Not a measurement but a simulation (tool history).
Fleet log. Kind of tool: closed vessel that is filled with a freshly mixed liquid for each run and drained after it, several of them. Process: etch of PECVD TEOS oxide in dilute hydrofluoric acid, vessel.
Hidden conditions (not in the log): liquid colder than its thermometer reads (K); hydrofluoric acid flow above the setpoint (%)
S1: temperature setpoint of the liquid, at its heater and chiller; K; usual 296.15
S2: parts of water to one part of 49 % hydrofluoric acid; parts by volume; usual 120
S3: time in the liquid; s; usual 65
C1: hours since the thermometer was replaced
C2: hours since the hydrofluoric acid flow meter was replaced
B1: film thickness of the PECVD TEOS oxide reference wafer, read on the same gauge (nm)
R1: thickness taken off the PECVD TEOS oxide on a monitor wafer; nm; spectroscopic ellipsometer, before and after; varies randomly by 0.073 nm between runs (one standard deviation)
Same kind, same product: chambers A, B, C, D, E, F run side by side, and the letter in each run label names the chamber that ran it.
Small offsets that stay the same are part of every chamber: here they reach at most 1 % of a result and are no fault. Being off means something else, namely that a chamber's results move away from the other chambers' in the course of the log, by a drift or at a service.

run   hour      S1   S2  S3      C1      C2      B1      R1
 1A    5.3  296.15  120  65   375.7  1239.6     140  11.661
 2C   11.2  296.15  120  65  2476.6   438.4  139.99  11.592
 3B   16.7  296.15  120  65  1057.1    21.4  139.99  11.521
 4F   21.6  296.15  120  65   939.6   523.7  140.02  11.538
 5D   28.5  296.15  120  65  1687.2   491.2  140.01  11.501
 6E   32.8  296.15  120  65  2507.1   436.2     140  11.574
 7A   38.2  296.15  120  65   408.6  1272.5     140  11.708
 8D     44  296.15  120  65  1702.7   506.7  139.97  11.649
 9F   49.3  296.15  150  40   967.3   551.4  140.02   5.471
10C     53  296.15  150  40  2518.4   480.2  139.99  5.4893
      60.5  -- chamber C: thermometer replaced
11E   61.2  296.15  150  40  2535.5   464.6     140  5.4908
12B   65.4  296.15  150  40  1105.8    70.1     140  5.4997
13B     69  296.15  150  40  1109.4    73.7  140.02  5.4739
14D   73.1  296.15  150  40  1731.8   535.8  139.99   5.476
15F   80.4  296.15   75  65   998.4   582.5     140  19.791
16A   84.8  296.15   75  65   455.2  1319.1  140.02  19.539
17E   89.9  296.15   75  65  2564.2   493.3     140  19.465
18C   94.3  296.15   75  65    33.9   521.5  140.02  19.414
19D   98.8  296.15   75  65  1757.5   561.5  139.99  19.742
20A  102.8  296.15   75  65   473.2  1337.1  139.98   19.45
21E    107  296.15  120  65  2581.3   510.4  139.98  11.609
22C  112.4  296.15  175  45      52   539.6  139.97  5.1791
23B  116.9  296.15  175  45  1157.3   121.6  140.01  5.2097
24F  121.9  296.15  175  45  1039.9     624     140  5.1795
25F  128.2  296.15  175  45  1046.2   630.3  139.97  5.1369
26B  131.9  296.15  175  45  1172.3   136.6  140.02  5.1928
27E    140  296.15  175  45  2614.3   543.4     140  5.1847
28A  146.6  296.15  120  65     517  1380.9  140.02  11.829
29D  152.1  296.15  120  65  1810.8   614.8  139.97  11.638
30C  157.9  296.15  120  65    97.5   585.1  140.02  11.678
31A  162.2  296.15  120  65   532.6  1396.5  139.98   11.71
32B  165.8  296.15  120  65  1206.2   170.5     140  11.479
33F  173.1  296.15  100  65  1091.1   675.2  140.02  14.138
34D  179.6  296.15  100  65  1838.3   642.3  139.97  14.258
35C  187.1  296.15  100  65   126.7   614.3  140.01  14.204
36E  192.7  296.15  100  65    2667   596.1  140.02  14.211
37C  199.9  296.15  100  65   139.5   627.1  139.99  14.372

Each of the 6 chambers runs these same settings next. Fill in every chamber's results:
38A  205.8  296.15  95  65               ?
38B  205.8  296.15  95  65               ?
38C  205.8  296.15  95  65               ?
38D  205.8  296.15  95  65               ?
38E  205.8  296.15  95  65               ?
38F  205.8  296.15  95  65               ?

run      R1
38A  14.874
38B  15.101
38C  15.043
38D  15.216
38E  15.057
38F  15.151
